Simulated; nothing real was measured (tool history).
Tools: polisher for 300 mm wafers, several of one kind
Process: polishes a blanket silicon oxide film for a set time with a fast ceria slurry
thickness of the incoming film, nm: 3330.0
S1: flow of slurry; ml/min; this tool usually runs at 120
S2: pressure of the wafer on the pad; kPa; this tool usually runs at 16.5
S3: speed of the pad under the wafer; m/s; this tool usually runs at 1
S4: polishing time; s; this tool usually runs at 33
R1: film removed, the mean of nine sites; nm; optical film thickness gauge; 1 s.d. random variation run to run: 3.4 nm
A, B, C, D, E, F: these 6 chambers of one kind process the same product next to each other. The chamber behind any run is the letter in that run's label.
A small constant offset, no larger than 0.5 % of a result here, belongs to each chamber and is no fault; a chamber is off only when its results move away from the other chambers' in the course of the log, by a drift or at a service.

{"run": "1B", "hour": 5.1, "S1": 120, "S2": 16.5, "S3": 1, "S4": 33, "R1": 484.63}
{"run": "2F", "hour": 9.4, "S1": 120, "S2": 16.5, "S3": 1, "S4": 33, "R1": 474.78}
{"hour": 11.0, "done": "chamber B: worn pad replaced by a new one"}
{"run": "3C", "hour": 16.5, "S1": 120, "S2": 16.5, "S3": 1, "S4": 33, "R1": 483.07}
{"hour": 16.8, "done": "chamber D: worn pad replaced by a new one"}
{"hour": 17.2, "done": "chamber E: worn pad replaced by a new one"}
{"run": "4E", "hour": 21.0, "S1": 120, "S2": 16.5, "S3": 1, "S4": 33, "R1": 471.17}
{"hour": 21.4, "done": "chamber A: worn pad replaced by a new one"}
{"hour": 23.8, "done": "chamber C: worn pad replaced by a new one"}
{"run": "5D", "hour": 26.9, "S1": 120, "S2": 16.5, "S3": 1, "S4": 33, "R1": 480.27}
{"run": "6A", "hour": 34.2, "S1": 120, "S2": 16.5, "S3": 1, "S4": 33, "R1": 480.78}
{"run": "7D", "hour": 40.6, "S1": 120, "S2": 16.5, "S3": 1, "S4": 33, "R1": 473.99}
{"hour": 40.9, "done": "chamber E: head pressure recalibrated"}
{"run": "8C", "hour": 45.2, "S1": 120, "S2": 16.5, "S3": 1, "S4": 33, "R1": 478.42}
{"run": "9E", "hour": 50.0, "S1": 120, "S2": 16.5, "S3": 1, "S4": 33, "R1": 470.11}
{"run": "10F", "hour": 55.6, "S1": 120, "S2": 16.5, "S3": 1, "S4": 33, "R1": 472.02}
{"run": "11A", "hour": 62.0, "S1": 120, "S2": 16.5, "S3": 1, "S4": 33, "R1": 481.39}
{"run": "12B", "hour": 69.3, "S1": 120, "S2": 16.5, "S3": 1, "S4": 33, "R1": 473.44}
{"hour": 71.3, "done": "chamber B: worn pad replaced by a new one"}
{"hour": 74.6, "done": "chamber D: worn pad replaced by a new one"}
{"hour": 75.7, "done": "chamber E: worn pad replaced by a new one"}
{"run": "13F", "hour": 77.5, "S1": 120, "S2": 16.5, "S3": 1, "S4": 33, "R1": 477.51}
{"hour": 80.4, "done": "chamber A: worn pad replaced by a new one"}
{"run": "14C", "hour": 83.1, "S1": 120, "S2": 16.5, "S3": 0.84, "S4": 33, "R1": 395.6}
{"hour": 89.0, "done": "chamber C: head pressure recalibrated"}
{"hour": 89.5, "done": "chamber C: worn pad replaced by a new one"}
{"run": "15D", "hour": 92.0, "S1": 120, "S2": 16.5, "S3": 0.84, "S4": 33, "R1": 400.13}
{"hour": 92.9, "done": "chamber E: slurry nozzle cleaned"}
{"run": "16A", "hour": 98.4, "S1": 120, "S2": 16.5, "S3": 0.84, "S4": 33, "R1": 400.11}
{"run": "17B", "hour": 104.7, "S1": 120, "S2": 16.5, "S3": 0.84, "S4": 33, "R1": 402.96}
{"run": "18E", "hour": 109.0, "S1": 120, "S2": 16.5, "S3": 0.84, "S4": 33, "R1": 404.11}
{"run": "19C", "hour": 115.9, "S1": 120, "S2": 16.5, "S3": 0.84, "S4": 33, "R1": 401.63}
{"run": "20D", "hour": 123.0, "S1": 120, "S2": 16.5, "S3": 1, "S4": 33, "R1": 473.74}
{"hour": 126.6, "done": "chamber F: slurry nozzle cleaned"}
{"hour": 127.8, "done": "chamber B: head pressure recalibrated"}
{"hour": 127.9, "done": "chamber E: worn pad replaced by a new one"}
{"run": "21E", "hour": 129.3, "S1": 120, "S2": 16.5, "S3": 1, "S4": 33, "R1": 477.71}
{"hour": 130.9, "done": "chamber A: worn pad replaced by a new one"}
{"hour": 133.3, "done": "chamber B: worn pad replaced by a new one"}
{"run": "22A", "hour": 137.9, "S1": 120, "S2": 16.5, "S3": 1, "S4": 33, "R1": 480.24}
{"hour": 141.2, "done": "chamber D: worn pad replaced by a new one"}
{"run": "23B", "hour": 147.3, "S1": 120, "S2": 16.5, "S3": 1, "S4": 33, "R1": 479.64}
{"hour": 150.1, "done": "chamber A: slurry nozzle cleaned"}
{"hour": 150.5, "done": "chamber C: worn pad replaced by a new one"}
{"run": "24F", "hour": 156.5, "S1": 120, "S2": 16.5, "S3": 1, "S4": 33, "R1": 468.43}
{"run": "25A", "hour": 164.8, "S1": 120, "S2": 16.5, "S3": 1, "S4": 33, "R1": 481.93}
{"run": "26B", "hour": 170.8, "S1": 120, "S2": 16.5, "S3": 1, "S4": 33, "R1": 480.2}
{"hour": 178.3, "done": "chamber E: worn pad replaced by a new one"}
{"run": "27F", "hour": 180.0, "S1": 135, "S2": 16.5, "S3": 1, "S4": 26, "R1": 374.63}
{"hour": 186.9, "done": "chamber A: worn pad replaced by a new one"}
{"run": "28D", "hour": 186.9, "S1": 135, "S2": 16.5, "S3": 1, "S4": 26, "R1": 384.31}
{"hour": 189.4, "done": "chamber B: worn pad replaced by a new one"}
{"run": "29E", "hour": 192.2, "S1": 135, "S2": 16.5, "S3": 1, "S4": 26, "R1": 387.07}
{"run": "30C", "hour": 200.1, "S1": 135, "S2": 16.5, "S3": 1, "S4": 26, "R1": 384.54}
{"hour": 203.3, "done": "chamber C: worn pad replaced by a new one"}
{"run": "31B", "hour": 206.0, "S1": 135, "S2": 16.5, "S3": 1, "S4": 26, "R1": 387.69}
{"hour": 212.8, "done": "chamber D: worn pad replaced by a new one"}
{"run": "32D", "hour": 213.0, "S1": 135, "S2": 16.5, "S3": 1, "S4": 26, "R1": 385.99}
{"run": "33C", "hour": 219.4, "S1": 120, "S2": 16.5, "S3": 1, "S4": 33, "R1": 480.33}
{"run": "34A", "hour": 224.7, "S1": 120, "S2": 16.5, "S3": 1, "S4": 33, "R1": 480.21}
{"run": "35F", "hour": 233.1, "S1": 120, "S2": 16.5, "S3": 1, "S4": 33, "R1": 450.69}
{"hour": 238.8, "done": "chamber A: worn pad replaced by a new one"}
{"run": "36E", "hour": 241.5, "S1": 120, "S2": 16.5, "S3": 1, "S4": 33, "R1": 470.79}
{"hour": 241.9, "done": "chamber B: worn pad replaced by a new one"}
{"hour": 242.4, "done": "chamber E: worn pad replaced by a new one"}
{"run": "37B", "hour": 248.1, "S1": 120, "S2": 16.5, "S3": 1, "S4": 33, "R1": 479.01}
{"run": "38D", "hour": 253.6, "S1": 120, "S2": 16.5, "S3": 1, "S4": 33, "R1": 473.33}
{"run": "39E", "hour": 262.1, "S1": 120, "S2": 16.5, "S3": 1, "S4": 33, "R1": 472.81}
{"hour": 266.7, "done": "chamber C: worn pad replaced by a new one"}
{"run": "40F", "hour": 267.5, "S1": 120, "S2": 16.5, "S3": 1, "S4": 33, "R1": 443.88}
{"hour": 271.7, "done": "chamber D: worn pad replaced by a new one"}
{"run": "41C", "hour": 274.1, "S1": 120, "S2": 16.5, "S3": 0.88, "S4": 33, "R1": 417.11}
{"run": "42A", "hour": 280.0, "S1": 120, "S2": 16.5, "S3": 0.88, "S4": 33, "R1": 420.49}
{"run": "43D", "hour": 285.7, "S1": 120, "S2": 16.5, "S3": 0.88, "S4": 33, "R1": 419.77}

The same settings go to every chamber for the next run, one line per chamber below. Forecast the results for each:
{"run": "44A", "hour": 292.4, "S1": 120, "S2": 16.5, "S3": 1, "S4": 22, "R1": "?"}
{"run": "44B", "hour": 292.4, "S1": 120, "S2": 16.5, "S3": 1, "S4": 22, "R1": "?"}
{"run": "44C", "hour": 292.4, "S1": 120, "S2": 16.5, "S3": 1, "S4": 22, "R1": "?"}
{"run": "44D", "hour": 292.4, "S1": 120, "S2": 16.5, "S3": 1, "S4": 22, "R1": "?"}
{"run": "44E", "hour": 292.4, "S1": 120, "S2": 16.5, "S3": 1, "S4": 22, "R1": "?"}
{"run": "44F", "hour": 292.4, "S1": 120, "S2": 16.5, "S3": 1, "S4": 22, "R1": "?"}

run=44A R1=317.12
run=44B R1=317.96
run=44C R1=320.42
run=44D R1=318.65
run=44E R1=314.05
run=44F R1=288.08
